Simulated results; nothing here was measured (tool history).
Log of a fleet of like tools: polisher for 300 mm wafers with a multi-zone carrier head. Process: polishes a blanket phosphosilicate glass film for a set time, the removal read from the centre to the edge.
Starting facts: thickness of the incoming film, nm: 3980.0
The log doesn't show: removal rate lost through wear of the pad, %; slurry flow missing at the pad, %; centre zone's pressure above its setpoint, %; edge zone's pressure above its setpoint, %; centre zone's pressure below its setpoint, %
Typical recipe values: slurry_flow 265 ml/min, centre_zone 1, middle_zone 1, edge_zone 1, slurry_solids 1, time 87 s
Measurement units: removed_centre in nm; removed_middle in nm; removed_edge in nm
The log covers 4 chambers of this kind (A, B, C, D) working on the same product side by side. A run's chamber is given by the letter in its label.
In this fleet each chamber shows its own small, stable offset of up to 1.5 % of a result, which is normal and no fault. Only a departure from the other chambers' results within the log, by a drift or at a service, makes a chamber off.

run	hour	slurry_flow	centre_zone	middle_zone	edge_zone	slurry_solids	time	wafers polished on this pad	hours since the slurry nozzle was cleaned	hours since the centre zone pressure was calibrated	hours since the edge zone pressure was calibrated	removed_centre	removed_middle	removed_edge
# hour 6.9: chamber D: centre zone pressure recalibrated
# hour 8: chamber D: worn pad replaced by a new one
# hour 9.2: chamber C: slurry nozzle cleaned
1B	9.2	265	1	1	1	1	87	1148	482.8	135.3	876.1	409.27	407.38	399.83
# hour 20.7: chamber C: worn pad replaced by a new one
2C	24.1	265	1	1	1	1	87	44	15	133.1	35.4	404.67	412.11	421.8
# hour 24.3: chamber B: worn pad replaced by a new one
# hour 28.7: chamber A: slurry nozzle cleaned
3A	39.4	265	1	1	1	1	87	1010	10.7	451.5	221.4	408.41	398.6	399.2
4D	47.2	265	1	1	1	1	87	514	86.7	40.4	677.7	403.42	410.27	405.13
5C	55.1	265	1	1	1	1	87	451	46	164.1	66.4	408.44	418.57	412.54
6D	64.2	265	1	1	1.1	1	87	737	103.7	57.4	694.7	406.06	400.27	424.35
7B	77.9	265	1	1	1.1	1	87	703	551.5	204	944.8	396.33	407.07	407.43
# hour 84: chamber D: worn pad replaced by a new one
8A	86.5	265	1	1	1.1	1	87	1628	57.8	498.6	268.5	403.07	395.92	418.41
# hour 86.7: chamber B: edge zone pressure recalibrated
# hour 98.9: chamber C: worn pad replaced by a new one
# hour 99.2: chamber A: centre zone pressure recalibrated
9D	100.5	265	1	1	1.1	1	87	216	140	93.7	731	412.51	400.08	422.01
10A	108.3	265	1	1	1	1	87	1914	79.6	9.1	290.3	401.85	402.38	392.52
11C	119.9	265	1	1	1	1	87	275	110.8	228.9	131.2	399.71	401.85	409.54
# hour 122.2: chamber B: worn pad replaced by a new one
# hour 127.2: chamber D: edge zone pressure recalibrated
12B	131.4	265	1	1	1	1	87	121	605	257.5	44.8	407.99	399.11	397.09
13A	139.1	265	1	1	1	1	87	2318	110.4	39.9	321.1	396.94	385.76	391.96
14D	145.9	265	1	1	1	1	87	812	185.4	139.1	18.8	406.01	406.93	404.46
# hour 157.8: chamber D: worn pad replaced by a new one
15B	158	265	1	1	1	1	87	469	631.6	284.1	71.4	408.51	407.04	392.36
16C	173.2	265	1	1	0.96	1.15	87	974	164.1	282.2	184.5	433.72	438.65	428.83
# hour 174.6: chamber C: worn pad replaced by a new one
17A	185.4	265	1	1	0.96	1.15	87	2925	156.7	86.2	367.4	421.88	413.06	407.8
18D	199.6	265	1	1	0.96	1.15	87	548	239.1	192.8	72.5	427.52	435.52	421.29
19C	213	265	1	1	0.96	1.15	87	504	203.9	322	224.3	429.78	434.59	436.23
# hour 216.9: chamber B: worn pad replaced by a new one
20B	219.8	265	1	1	1	1	87	38	693.4	345.9	133.2	408.67	403.8	396.41
# hour 230.1: chamber A: edge zone pressure recalibrated
21C	232	265	1	1	1.11	1	109	753	222.9	341	243.3	506.71	515.65	541.84
# hour 233.6: chamber D: worn pad replaced by a new one
22B	240	265	1	1	1.11	1	109	303	713.6	366.1	153.4	510.71	518.84	531.41
# hour 243.2: chamber C: worn pad replaced by a new one
23A	247.7	265	1	1	1.11	1	109	3742	219	148.5	17.7	476.62	479.42	511.5
24D	262.9	265	1	1	1.11	1	109	384	302.4	256.1	135.8	507.16	511.14	537.21
25C	274.6	265	1	1	1	1	87	412	265.5	383.6	285.9	402.09	408.6	417.01
# hour 282.3: chamber D: slurry nozzle cleaned
26A	286	265	1	1	1	1	87	4244	257.3	186.8	56	373.88	375.81	364.95
27B	295.6	265	1	1	1	1	87	1032	769.2	421.7	209	401.24	404.58	391.26
# hour 301: chamber B: centre zone pressure recalibrated
# hour 306.2: chamber D: worn pad replaced by a new one
28D	310.2	265	1	1	1	1	87	52	28	303.4	183.1	404.46	408.46	402.06
# hour 312.6: chamber B: worn pad replaced by a new one
# hour 319: chamber B: slurry nozzle cleaned
29A	323.4	265	1	1	1	1	87	4734	294.7	224.2	93.4	373.63	363.79	370.15
30B	331.5	265	1	1	1	1	87	248	12.5	30.6	244.9	403.04	404.44	398.85

Has any chamber moved away from the others, gradually or after a service, or does the common gauge drift, or do the chambers differ only by their own small steady offsets? State the chamber and the most likely cause if one applies.

One chamber, A, drifts off from the rest bit by bit.
Cause: removal rate lost through wear of the pad, % = 9.67.

Here are 4 candidates for chamber A's next run, each the usual settings with a change, their results left as question marks. Which one brings its results back in line with what the others give on the usual settings?
In line means no further than this from the other chambers' mean on the usual settings: removed_centre 10 nm; removed_middle 18 nm; removed_edge 21 nm
31A-1	342.6	260	1.02	0.98	0.99	0.95	71					?	?	?
31A-2	342.6	270	0.98	1.02	1.01	1.05	106					?	?	?
31A-3	342.6	265	1.01	0.99	1	0.95	80					?	?	?
31A-4	342.6	265	0.99	1.01	1	1.05	95					?	?	?

The mean the other chambers reach with the usual settings: removed_centre 405.27 nm; removed_middle 407.27 nm; removed_edge 404.86 nm
run	removed_centre	removed_middle	removed_edge
31A-1	298.99	283.87	286.83
31A-2	449.09	462.06	454.08
31A-3	334.07	323.55	325.4
31A-4	406.07	409.52	404.23
It is 31A-4 that realigns the chamber with its peers.

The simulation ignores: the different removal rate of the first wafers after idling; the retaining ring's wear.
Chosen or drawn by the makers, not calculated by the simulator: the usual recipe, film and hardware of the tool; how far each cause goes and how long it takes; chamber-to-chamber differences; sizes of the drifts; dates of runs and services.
